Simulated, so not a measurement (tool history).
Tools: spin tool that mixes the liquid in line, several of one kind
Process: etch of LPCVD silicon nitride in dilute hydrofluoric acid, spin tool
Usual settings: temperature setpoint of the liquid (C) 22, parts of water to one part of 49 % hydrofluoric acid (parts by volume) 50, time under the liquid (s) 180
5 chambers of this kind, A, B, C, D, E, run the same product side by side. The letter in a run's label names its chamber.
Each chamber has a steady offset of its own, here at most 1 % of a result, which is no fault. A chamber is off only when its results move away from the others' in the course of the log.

run,day,temperature setpoint of the liquid (C),parts of water to one part of 49 % hydrofluoric acid (parts by volume),time under the liquid (s),"read-back film thickness of the LPCVD silicon nitride reference wafer, read on the same gauge (nm)",thickness taken off the LPCVD silicon nitride on a monitor wafer (nm)
# day 0.142: chamber B: thermometer replaced
1A,0.317,22,50,180,69.982,1.3114
2E,0.458,22,50,180,69.996,1.2956
3C,0.662,22,50,180,70.034,1.3353
4B,0.879,22,50,180,69.993,1.3351
5D,1.175,22,50,180,70.016,1.3204
6A,1.404,22,50,180,70.02,1.3422
7C,1.633,22,50,230,69.981,1.6776
8D,1.862,22,50,230,69.986,1.6806
9B,2.138,22,50,230,69.973,1.7238
10E,2.367,22,50,230,70.017,1.6721
11C,2.608,22,50,230,70.049,1.6683
12B,2.892,22,50,180,69.991,1.3536
13E,3.117,22,50,180,69.975,1.3273
14D,3.267,22,50,180,69.973,1.3174
15A,3.496,22,50,180,70,1.3005
16C,3.696,22,50,180,70.01,1.3452
17D,3.846,22,60,180,69.998,1.1079
18A,4.025,22,60,180,70.041,1.0847
19B,4.338,22,60,180,70.048,1.117
20E,4.575,22,60,180,70.018,1.0955
21A,4.858,22,60,180,70.037,1.0501
22B,5.154,22,50,180,69.963,1.3414
23E,5.467,22,50,180,70.025,1.3501
24D,5.717,22,50,180,70.022,1.3582
25C,5.867,22,50,180,70.005,1.3164
# day 5.975: chamber A: hydrofluoric acid flow meter replaced
26D,6.183,22,50,180,69.984,1.2936
27A,6.475,22,50,180,70.056,1.2564
28C,6.792,22,50,180,69.977,1.3251
29E,6.954,22,50,180,69.963,1.3443
30B,7.242,22,50,180,70.008,1.3388
31E,7.383,22,40,180,70.049,1.667
32D,7.575,22,40,180,70.04,1.6472
33A,7.9,22,40,180,69.981,1.4687
34C,8.058,22,40,180,69.971,1.675
35B,8.3,22,40,180,70.021,1.6425
36D,8.567,22,50,180,69.999,1.3121
37C,8.712,22,50,180,69.983,1.2862
38B,8.883,22,50,85,70.031,0.62853
39E,9.167,22,50,85,69.97,0.63742
40A,9.362,22,50,85,69.979,0.56117

All 5 chambers run these settings next. Forecast each chamber's results:
41A,9.596,22,50,180,,?
41B,9.596,22,50,180,,?
41C,9.596,22,50,180,,?
41D,9.596,22,50,180,,?
41E,9.596,22,50,180,,?

run,thickness taken off the LPCVD silicon nitride on a monitor wafer (nm)
41A,1.1753
41B,1.335
41C,1.3068
41D,1.3738
41E,1.2935
